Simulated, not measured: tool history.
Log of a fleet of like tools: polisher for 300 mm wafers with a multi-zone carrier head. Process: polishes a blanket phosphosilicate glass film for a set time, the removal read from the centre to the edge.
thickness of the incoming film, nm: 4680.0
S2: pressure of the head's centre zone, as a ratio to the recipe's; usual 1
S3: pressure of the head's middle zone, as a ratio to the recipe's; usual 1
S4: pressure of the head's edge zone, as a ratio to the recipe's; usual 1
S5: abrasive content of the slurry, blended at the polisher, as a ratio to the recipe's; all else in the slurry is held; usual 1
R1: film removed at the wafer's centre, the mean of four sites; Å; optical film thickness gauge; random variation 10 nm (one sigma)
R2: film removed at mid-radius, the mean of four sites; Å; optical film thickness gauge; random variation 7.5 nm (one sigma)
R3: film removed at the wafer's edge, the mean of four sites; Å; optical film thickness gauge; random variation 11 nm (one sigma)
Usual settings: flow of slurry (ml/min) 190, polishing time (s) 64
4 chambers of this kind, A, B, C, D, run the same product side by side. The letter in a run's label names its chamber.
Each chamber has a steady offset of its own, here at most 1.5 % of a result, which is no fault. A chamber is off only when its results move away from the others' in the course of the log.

run 1B hour=6.7 | flow_of_slurry_(ml/min)=190 S2=1 S3=1 S4=1 S5=1 polishing_time_(s)=64 | R1=7958.7 R2=7789.8 R3=7692.6
run 2D hour=14.6 | flow_of_slurry_(ml/min)=190 S2=1 S3=1 S4=1 S5=1 polishing_time_(s)=64 | R1=7939.7 R2=7764.9 R3=7832.8
-- hour=18.6 chamber B: worn pad replaced by a new one
run 3A hour=22.9 | flow_of_slurry_(ml/min)=190 S2=1 S3=1 S4=1 S5=1 polishing_time_(s)=64 | R1=7799 R2=7781.4 R3=7714.5
-- hour=27.8 chamber D: worn pad replaced by a new one
run 4C hour=35.1 | flow_of_slurry_(ml/min)=190 S2=1 S3=1 S4=1 S5=1 polishing_time_(s)=64 | R1=7887.9 R2=7666.8 R3=7867.9
-- hour=40.5 chamber A: centre zone pressure recalibrated
run 5C hour=43.1 | flow_of_slurry_(ml/min)=190 S2=1 S3=1 S4=1 S5=1 polishing_time_(s)=64 | R1=7651.7 R2=7666.2 R3=7616.8
-- hour=48.6 chamber A: worn pad replaced by a new one
run 6B hour=53.2 | flow_of_slurry_(ml/min)=190 S2=1 S3=1 S4=1 S5=1 polishing_time_(s)=64 | R1=7883.1 R2=7755.9 R3=7620
run 7A hour=63.3 | flow_of_slurry_(ml/min)=190 S2=1 S3=1 S4=1 S5=1 polishing_time_(s)=64 | R1=7717.1 R2=7717.9 R3=7994.6
-- hour=66.9 chamber C: centre zone pressure recalibrated
-- hour=72.7 chamber C: worn pad replaced by a new one
run 8D hour=75 | flow_of_slurry_(ml/min)=190 S2=1 S3=1 S4=1 S5=1 polishing_time_(s)=64 | R1=7854.1 R2=7745.1 R3=7955.3
-- hour=83.3 chamber D: edge zone pressure recalibrated
run 9C hour=85.9 | flow_of_slurry_(ml/min)=190 S2=1 S3=1 S4=1 S5=1 polishing_time_(s)=64 | R1=7840.2 R2=7589.7 R3=7879.7
-- hour=91.3 chamber D: worn pad replaced by a new one
-- hour=91.3 chamber D: slurry nozzle cleaned
run 10B hour=92.3 | flow_of_slurry_(ml/min)=190 S2=1 S3=0.89 S4=1 S5=0.85 polishing_time_(s)=64 | R1=7242.3 R2=6486.8 R3=7183.4
run 11A hour=100.9 | flow_of_slurry_(ml/min)=190 S2=1 S3=0.89 S4=1 S5=0.85 polishing_time_(s)=64 | R1=7189.8 R2=6513.8 R3=7066.8
run 12D hour=106.5 | flow_of_slurry_(ml/min)=190 S2=1 S3=0.89 S4=1 S5=0.85 polishing_time_(s)=64 | R1=7131.6 R2=6573.8 R3=7274.8
-- hour=109.6 chamber B: slurry nozzle cleaned
run 13A hour=112.2 | flow_of_slurry_(ml/min)=190 S2=1 S3=0.89 S4=1 S5=0.85 polishing_time_(s)=64 | R1=7188.9 R2=6423.5 R3=7253.3
-- hour=113.8 chamber B: worn pad replaced by a new one
-- hour=117.7 chamber A: worn pad replaced by a new one
run 14B hour=124.5 | flow_of_slurry_(ml/min)=190 S2=1 S3=1 S4=1 S5=1 polishing_time_(s)=64 | R1=7768.3 R2=7852.7 R3=7909.4
run 15D hour=130.8 | flow_of_slurry_(ml/min)=190 S2=1 S3=1 S4=1 S5=1 polishing_time_(s)=64 | R1=7848.1 R2=7865.2 R3=7874.1
run 16C hour=139.1 | flow_of_slurry_(ml/min)=190 S2=1 S3=1 S4=1 S5=1 polishing_time_(s)=64 | R1=7936.5 R2=7786.2 R3=7808.5
-- hour=145 chamber C: slurry nozzle cleaned
run 17D hour=147.6 | flow_of_slurry_(ml/min)=190 S2=1 S3=1.08 S4=1 S5=1 polishing_time_(s)=64 | R1=8013.8 R2=8359.5 R3=7793.9
run 18B hour=156.6 | flow_of_slurry_(ml/min)=190 S2=1 S3=1.08 S4=1 S5=1 polishing_time_(s)=64 | R1=7780.7 R2=8283.6 R3=7794.5
-- hour=160.3 chamber D: worn pad replaced by a new one
run 19C hour=168.2 | flow_of_slurry_(ml/min)=190 S2=1 S3=1.08 S4=1 S5=1 polishing_time_(s)=64 | R1=7759.8 R2=8252.7 R3=7783
run 20A hour=175.8 | flow_of_slurry_(ml/min)=190 S2=1 S3=1.08 S4=1 S5=1 polishing_time_(s)=64 | R1=7869.4 R2=8274.6 R3=7816.3
-- hour=181.5 chamber A: worn pad replaced by a new one
run 21B hour=187.5 | flow_of_slurry_(ml/min)=190 S2=1 S3=1 S4=1 S5=1 polishing_time_(s)=64 | R1=7559 R2=7775.4 R3=7645.7
run 22D hour=193.5 | flow_of_slurry_(ml/min)=190 S2=1 S3=1 S4=1 S5=1 polishing_time_(s)=64 | R1=7723.2 R2=7761.3 R3=7917.6
-- hour=194.2 chamber C: worn pad replaced by a new one
run 23C hour=202.3 | flow_of_slurry_(ml/min)=190 S2=1 S3=1 S4=1 S5=1 polishing_time_(s)=64 | R1=7848.2 R2=7851.9 R3=7741.3
-- hour=212.1 chamber B: worn pad replaced by a new one
run 24A hour=212.4 | flow_of_slurry_(ml/min)=190 S2=1 S3=1 S4=1 S5=1 polishing_time_(s)=64 | R1=7876.6 R2=7793.5 R3=7804.3
-- hour=222.7 chamber D: worn pad replaced by a new one
run 25C hour=223.8 | flow_of_slurry_(ml/min)=190 S2=1 S3=1 S4=1 S5=1 polishing_time_(s)=64 | R1=7799.7 R2=7869.9 R3=7738.4
run 26B hour=236.3 | flow_of_slurry_(ml/min)=190 S2=1 S3=1 S4=1 S5=1 polishing_time_(s)=64 | R1=7819.2 R2=7679.6 R3=8013
run 27A hour=246.8 | flow_of_slurry_(ml/min)=190 S2=1 S3=1 S4=1 S5=1 polishing_time_(s)=64 | R1=7804.2 R2=7677.6 R3=7742
run 28D hour=258.2 | flow_of_slurry_(ml/min)=190 S2=1 S3=1 S4=1 S5=1 polishing_time_(s)=64 | R1=7912.3 R2=7737.3 R3=7849.9
-- hour=263.2 chamber A: worn pad replaced by a new one
run 29D hour=268.7 | flow_of_slurry_(ml/min)=190 S2=1 S3=1 S4=1 S5=1 polishing_time_(s)=64 | R1=7785.5 R2=7875.1 R3=7812.9
run 30B hour=276 | flow_of_slurry_(ml/min)=190 S2=1 S3=1 S4=1 S5=1 polishing_time_(s)=64 | R1=7740.8 R2=7797.1 R3=7661
run 31C hour=282.1 | flow_of_slurry_(ml/min)=190 S2=1 S3=1 S4=1 S5=1 polishing_time_(s)=64 | R1=7792.1 R2=7820.7 R3=7862.4
run 32A hour=290 | flow_of_slurry_(ml/min)=190 S2=1 S3=1 S4=1 S5=1 polishing_time_(s)=64 | R1=7778.8 R2=7825.1 R3=7764.6
-- hour=293.5 chamber D: worn pad replaced by a new one
run 33C hour=297.1 | flow_of_slurry_(ml/min)=190 S2=1 S3=1 S4=1 S5=1 polishing_time_(s)=64 | R1=7863.3 R2=7722.3 R3=7626.1
-- hour=305.6 chamber B: worn pad replaced by a new one
run 34B hour=308.5 | flow_of_slurry_(ml/min)=190 S2=1 S3=1 S4=1 S5=1 polishing_time_(s)=64 | R1=7940.3 R2=7768.9 R3=7870.3
run 35D hour=314.6 | flow_of_slurry_(ml/min)=190 S2=1 S3=1 S4=1 S5=1 polishing_time_(s)=64 | R1=7939.2 R2=7990.7 R3=7918.7
run 36A hour=323.4 | flow_of_slurry_(ml/min)=190 S2=1 S3=1 S4=1 S5=1 polishing_time_(s)=64 | R1=7716.6 R2=7686.8 R3=7802.8
run 37B hour=331 | flow_of_slurry_(ml/min)=190 S2=1 S3=1 S4=1 S5=1 polishing_time_(s)=64 | R1=7771.3 R2=7768.9 R3=7900

All 4 chambers run these settings next. Forecast each chamber's results:
run 38A hour=340 | flow_of_slurry_(ml/min)=190 S2=1 S3=1 S4=1 S5=1 polishing_time_(s)=64 | R1=? R2=? R3=?
run 38B hour=340 | flow_of_slurry_(ml/min)=190 S2=1 S3=1 S4=1 S5=1 polishing_time_(s)=64 | R1=? R2=? R3=?
run 38C hour=340 | flow_of_slurry_(ml/min)=190 S2=1 S3=1 S4=1 S5=1 polishing_time_(s)=64 | R1=? R2=? R3=?
run 38D hour=340 | flow_of_slurry_(ml/min)=190 S2=1 S3=1 S4=1 S5=1 polishing_time_(s)=64 | R1=? R2=? R3=?

run=38A R1=7688.8 R2=7713.6 R3=7841.1
run=38B R1=7670.8 R2=7702.7 R3=7825.4
run=38C R1=7867.8 R2=7792.3 R3=8012.1
run=38D R1=7724.2 R2=7671.5 R3=7859.3
